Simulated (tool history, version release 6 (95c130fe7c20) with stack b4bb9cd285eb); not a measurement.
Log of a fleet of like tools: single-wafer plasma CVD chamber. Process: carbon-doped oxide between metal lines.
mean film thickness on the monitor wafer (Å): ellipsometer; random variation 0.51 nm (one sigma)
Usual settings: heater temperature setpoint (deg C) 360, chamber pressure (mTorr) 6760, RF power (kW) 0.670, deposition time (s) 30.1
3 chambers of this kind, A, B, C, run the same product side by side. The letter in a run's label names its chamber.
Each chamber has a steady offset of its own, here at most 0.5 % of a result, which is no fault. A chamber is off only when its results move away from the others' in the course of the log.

| run | hour | heater temperature setpoint (deg C) | chamber pressure (mTorr) | RF power (kW) | deposition time (s) | hours since the last thermocouple change | hours since the last RF generator calibration | hours since the last manometer calibration | read-back reference wafer on the same gauge, thickness_nm | mean film thickness on the monitor wafer (Å) |
|---|---|---|---|---|---|---|---|---|---|---|
| 1C | 9.8 | 360 | 6760 | 0.670 | 30.1 | 190.2 | 562.1 | 173.4 | 158.95 | 1840.6 |
| 2A | 20.6 | 360 | 6760 | 0.670 | 30.1 | 363.6 | 402.9 | 1742.4 | 158.99 | 1864.0 |
| 3B | 31.7 | 360 | 6760 | 0.670 | 30.1 | 948.3 | 1182.7 | 117.9 | 158.92 | 1848.1 |
| 4B | 44.5 | 360 | 6760 | 0.670 | 30.1 | 961.1 | 1195.5 | 130.7 | 159.13 | 1847.3 |
| 5A | 56.9 | 360 | 6760 | 0.670 | 30.1 | 399.9 | 439.2 | 1778.7 | 159.09 | 1856.2 |
| 6C | 68.9 | 360 | 6760 | 0.670 | 30.1 | 249.3 | 621.2 | 232.5 | 159.00 | 1844.0 |
| 7C | 81.2 | 360 | 6760 | 0.670 | 30.1 | 261.6 | 633.5 | 244.8 | 158.94 | 1844.4 |
| 8A | 91.5 | 360 | 6760 | 0.670 | 30.1 | 434.5 | 473.8 | 1813.3 | 158.96 | 1861.7 |
| 9B | 99.9 | 360 | 6760 | 0.670 | 30.1 | 1016.5 | 1250.9 | 186.1 | 158.98 | 1834.2 |
| 10A | 114.4 | 348 | 6760 | 0.670 | 30.1 | 457.4 | 496.7 | 1836.2 | 159.00 | 1927.7 |
| 11B | 122.0 | 348 | 6760 | 0.670 | 30.1 | 1038.6 | 1273.0 | 208.2 | 159.09 | 1897.7 |
| 12C | 133.9 | 348 | 6760 | 0.670 | 30.1 | 314.3 | 686.2 | 297.5 | 158.99 | 1909.5 |
| 13B | 143.2 | 360 | 6760 | 0.670 | 30.1 | 1059.8 | 1294.2 | 229.4 | 158.96 | 1844.5 |
| 14C | 156.7 | 360 | 6760 | 0.670 | 30.1 | 337.1 | 709.0 | 320.3 | 158.94 | 1850.7 |
| 15A | 164.7 | 360 | 6760 | 0.670 | 30.1 | 507.7 | 547.0 | 1886.5 | 158.96 | 1856.4 |
| 16A | 173.0 | 360 | 6760 | 0.670 | 30.1 | 516.0 | 555.3 | 1894.8 | 158.95 | 1867.2 |
| 17C | 184.2 | 360 | 6760 | 0.670 | 30.1 | 364.6 | 736.5 | 347.8 | 159.13 | 1846.7 |
| 18B | 194.9 | 360 | 5320 | 0.670 | 30.1 | 1111.5 | 1345.9 | 281.1 | 159.04 | 1800.8 |
| 19C | 206.7 | 360 | 5320 | 0.670 | 30.1 | 387.1 | 759.0 | 370.3 | 159.01 | 1796.0 |
| 20A | 216.2 | 360 | 5320 | 0.670 | 30.1 | 559.2 | 598.5 | 1938.0 | 159.04 | 1812.5 |
| 21B | 230.5 | 360 | 6760 | 0.670 | 30.1 | 1147.1 | 1381.5 | 316.7 | 158.93 | 1837.3 |
| 22A | 239.0 | 360 | 6760 | 0.670 | 30.1 | 582.0 | 621.3 | 1960.8 | 158.93 | 1859.5 |
| 23B | 248.3 | 360 | 6760 | 0.670 | 30.1 | 1164.9 | 1399.3 | 334.5 | 158.88 | 1856.2 |
| 24C | 260.9 | 360 | 6760 | 0.670 | 30.1 | 441.3 | 813.2 | 424.5 | 158.99 | 1831.1 |
| 25C | 273.1 | 360 | 6760 | 0.670 | 30.1 | 453.5 | 825.4 | 436.7 | 159.03 | 1828.3 |
| 26B | 283.0 | 360 | 6760 | 0.670 | 30.1 | 1199.6 | 1434.0 | 369.2 | 158.95 | 1840.9 |
| 27A | 291.9 | 360 | 6760 | 0.770 | 30.1 | 634.9 | 674.2 | 2013.7 | 158.91 | 2020.6 |
| 28A | 306.0 | 360 | 6760 | 0.770 | 30.1 | 649.0 | 688.3 | 2027.8 | 158.91 | 2020.8 |
| 29B | 315.5 | 360 | 6760 | 0.770 | 30.1 | 1232.1 | 1466.5 | 401.7 | 158.96 | 2005.1 |
| 30C | 325.7 | 360 | 6760 | 0.670 | 30.1 | 506.1 | 878.0 | 489.3 | 158.96 | 1814.6 |
| 31A | 339.2 | 360 | 6760 | 0.670 | 30.1 | 682.2 | 721.5 | 2061.0 | 159.05 | 1861.3 |
| 32B | 348.5 | 360 | 6760 | 0.670 | 30.1 | 1265.1 | 1499.5 | 434.7 | 159.01 | 1849.6 |
| 33C | 356.9 | 360 | 6760 | 0.670 | 30.1 | 537.3 | 909.2 | 520.5 | 159.03 | 1812.4 |
| 34C | 364.4 | 360 | 6760 | 0.670 | 30.1 | 544.8 | 916.7 | 528.0 | 158.97 | 1813.9 |
| 35B | 372.4 | 360 | 6760 | 0.670 | 30.1 | 1289.0 | 1523.4 | 458.6 | 159.02 | 1838.2 |
| 36A | 380.6 | 360 | 6760 | 0.670 | 30.1 | 723.6 | 762.9 | 2102.4 | 159.03 | 1862.3 |
| 37A | 392.4 | 360 | 6760 | 0.670 | 30.1 | 735.4 | 774.7 | 2114.2 | 159.05 | 1849.3 |
| 38B | 404.2 | 360 | 6760 | 0.670 | 30.1 | 1320.8 | 1555.2 | 490.4 | 159.18 | 1842.0 |
| 39C | 413.1 | 360 | 6760 | 0.670 | 30.1 | 593.5 | 965.4 | 576.7 | 159.07 | 1805.5 |
| 40A | 421.2 | 360 | 6760 | 0.670 | 30.1 | 764.2 | 803.5 | 2143.0 | 159.05 | 1855.5 |
| 41B | 428.2 | 360 | 6760 | 0.670 | 30.1 | 1344.8 | 1579.2 | 514.4 | 159.01 | 1854.6 |
| 42C | 438.5 | 360 | 6760 | 0.670 | 30.1 | 618.9 | 990.8 | 602.1 | 158.93 | 1799.6 |
| 43A | 452.0 | 360 | 6760 | 0.670 | 30.1 | 795.0 | 834.3 | 2173.8 | 159.07 | 1856.3 |
| 44C | 459.7 | 360 | 6760 | 0.670 | 30.1 | 640.1 | 1012.0 | 623.3 | 159.04 | 1790.9 |

What goes on in this fleet: one chamber off, a drifting gauge, or nothing beyond the chambers' own small offsets? Name the chamber and the cause, if any.

Chamber C drifts away from the others.
Cause: delivered RF power below the setpoint (%) = 5.69.

Here are 4 candidates for chamber C's next run, each the usual settings with a change, their results left as question marks. Which one brings its results back in line with what the others give on the usual settings?
In line means no further than this from the other chambers' mean on the usual settings: mean film thickness on the monitor wafer (Å) 18.0
| 45C-1 | 470.4 | 360 | 6710 | 0.670 | 28.0 |  |  |  |  | ? |
| 45C-2 | 470.4 | 360 | 6790 | 0.670 | 31.2 |  |  |  |  | ? |
| 45C-3 | 470.4 | 361 | 6760 | 0.670 | 29.1 |  |  |  |  | ? |
| 45C-4 | 470.4 | 339 | 7930 | 0.670 | 30.1 |  |  |  |  | ? |

The other chambers' mean on the usual settings: mean film thickness on the monitor wafer (Å) 1850.9
| run | mean film thickness on the monitor wafer (Å) |
|---|---|
| 45C-1 | 1663.5 |
| 45C-2 | 1852.0 |
| 45C-3 | 1724.3 |
| 45C-4 | 1917.8 |
45C-2 brings the chamber back in line.
